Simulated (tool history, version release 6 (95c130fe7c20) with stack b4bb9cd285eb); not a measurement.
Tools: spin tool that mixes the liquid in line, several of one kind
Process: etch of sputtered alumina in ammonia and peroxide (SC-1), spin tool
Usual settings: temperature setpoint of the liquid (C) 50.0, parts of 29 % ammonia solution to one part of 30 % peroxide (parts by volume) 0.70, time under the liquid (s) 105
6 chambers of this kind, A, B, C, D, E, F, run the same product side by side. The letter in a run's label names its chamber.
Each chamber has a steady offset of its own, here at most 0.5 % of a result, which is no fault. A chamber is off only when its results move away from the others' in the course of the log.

run,hour,temperature setpoint of the liquid (C),parts of 29 % ammonia solution to one part of 30 % peroxide (parts by volume),time under the liquid (s),hours since the thermometer was replaced,hours since the ammonia flow meter was replaced,hours since the heated supply line was repaired,hours since the drum of ammonia solution was connected,"read-back film thickness of the sputtered alumina reference wafer, read on the same gauge (nm)",thickness taken off the sputtered alumina on a monitor wafer (angstrom)
1E,9.2,50.0,0.70,105,2125.5,358.6,3095.0,139.3,130.02,60.115
# hour 11.9: chamber A: heated supply line repaired
2F,16.9,50.0,0.70,105,23.3,372.9,267.3,193.7,130.00,59.350
3C,24.5,50.0,0.70,105,2448.8,511.7,1528.5,42.8,129.99,60.122
# hour 29.7: chamber B: new drum of ammonia solution connected
4D,32.4,50.0,0.70,105,281.9,815.3,589.4,168.3,129.95,60.679
5A,37.5,50.0,0.70,105,627.2,580.2,25.6,554.3,130.05,59.878
# hour 39.2: chamber B: ammonia flow meter replaced
6B,42.2,50.0,0.70,105,403.7,3.1,470.0,12.5,130.00,59.913
7B,50.0,50.0,0.70,105,411.5,10.9,477.8,20.3,130.00,59.885
8F,56.6,59.5,0.35,105,63.0,412.6,307.0,233.4,129.98,93.913
9E,63.7,59.5,0.35,105,2180.0,413.1,3149.5,193.8,129.95,91.999
10A,70.4,59.5,0.35,105,660.1,613.1,58.5,587.2,129.98,92.907
11C,76.9,59.5,0.35,105,2501.2,564.1,1580.9,95.2,129.99,93.720
12D,86.2,59.5,0.35,105,335.7,869.1,643.2,222.1,130.00,92.038
# hour 87.7: chamber C: ammonia flow meter replaced
13C,96.7,59.5,0.35,105,2521.0,9.0,1600.7,115.0,129.99,93.283
14F,105.4,50.0,0.70,105,111.8,461.4,355.8,282.2,129.99,59.796
15D,113.7,50.0,0.70,105,363.2,896.6,670.7,249.6,130.04,58.829
16A,120.4,50.0,0.70,105,710.1,663.1,108.5,637.2,129.99,59.762
17E,127.8,50.0,0.70,105,2244.1,477.2,3213.6,257.9,129.98,60.513
18B,138.2,50.0,0.70,105,499.7,99.1,566.0,108.5,130.04,59.339
19D,147.0,50.0,0.70,105,396.5,929.9,704.0,282.9,130.03,59.956
20C,153.0,50.0,0.70,105,2577.3,65.3,1657.0,171.3,129.99,59.787
21B,159.2,50.0,0.70,130,520.7,120.1,587.0,129.5,130.05,74.272
22A,164.5,50.0,0.70,130,754.2,707.2,152.6,681.3,129.97,75.177
23F,169.6,50.0,0.70,130,176.0,525.6,420.0,346.4,129.95,73.939
24E,177.8,50.0,0.70,130,2294.1,527.2,3263.6,307.9,130.04,74.312
25B,185.1,50.0,0.70,130,546.6,146.0,612.9,155.4,129.98,73.943
26A,195.5,50.0,0.70,130,785.2,738.2,183.6,712.3,130.03,74.312
27E,202.1,50.0,0.70,105,2318.4,551.5,3287.9,332.2,129.97,60.302
28F,209.0,50.0,0.70,105,215.4,565.0,459.4,385.8,130.02,60.194
29C,218.9,41.0,0.70,105,2643.2,131.2,1722.9,237.2,130.04,35.464
30D,225.3,41.0,0.70,105,474.8,1008.2,782.3,361.2,130.04,36.192
# hour 229.0: chamber C: new drum of ammonia solution connected
31F,235.2,41.0,0.70,105,241.6,591.2,485.6,412.0,130.03,36.222
32C,245.3,41.0,0.70,105,2669.6,157.6,1749.3,16.3,130.03,35.792
33A,255.5,41.0,0.70,105,845.2,798.2,243.6,772.3,129.99,36.290
# hour 258.0: chamber E: new drum of ammonia solution connected
34B,261.6,41.0,0.70,105,623.1,222.5,689.4,231.9,130.02,35.578
35E,268.8,50.0,0.70,105,2385.1,618.2,3354.6,10.8,129.97,59.908
36D,274.2,50.0,0.70,105,523.7,1057.1,831.2,410.1,130.00,59.967
37B,280.3,44.5,0.70,55,641.8,241.2,708.1,250.6,129.98,22.696

All 6 chambers run these settings next. Forecast each chamber's results:
38A,288.0,41.5,0.70,105,,,,,,?
38B,288.0,41.5,0.70,105,,,,,,?
38C,288.0,41.5,0.70,105,,,,,,?
38D,288.0,41.5,0.70,105,,,,,,?
38E,288.0,41.5,0.70,105,,,,,,?
38F,288.0,41.5,0.70,105,,,,,,?

run,thickness taken off the sputtered alumina on a monitor wafer (angstrom)
38A,36.942
38B,36.513
38C,36.766
38D,37.619
38E,36.574
38F,36.952
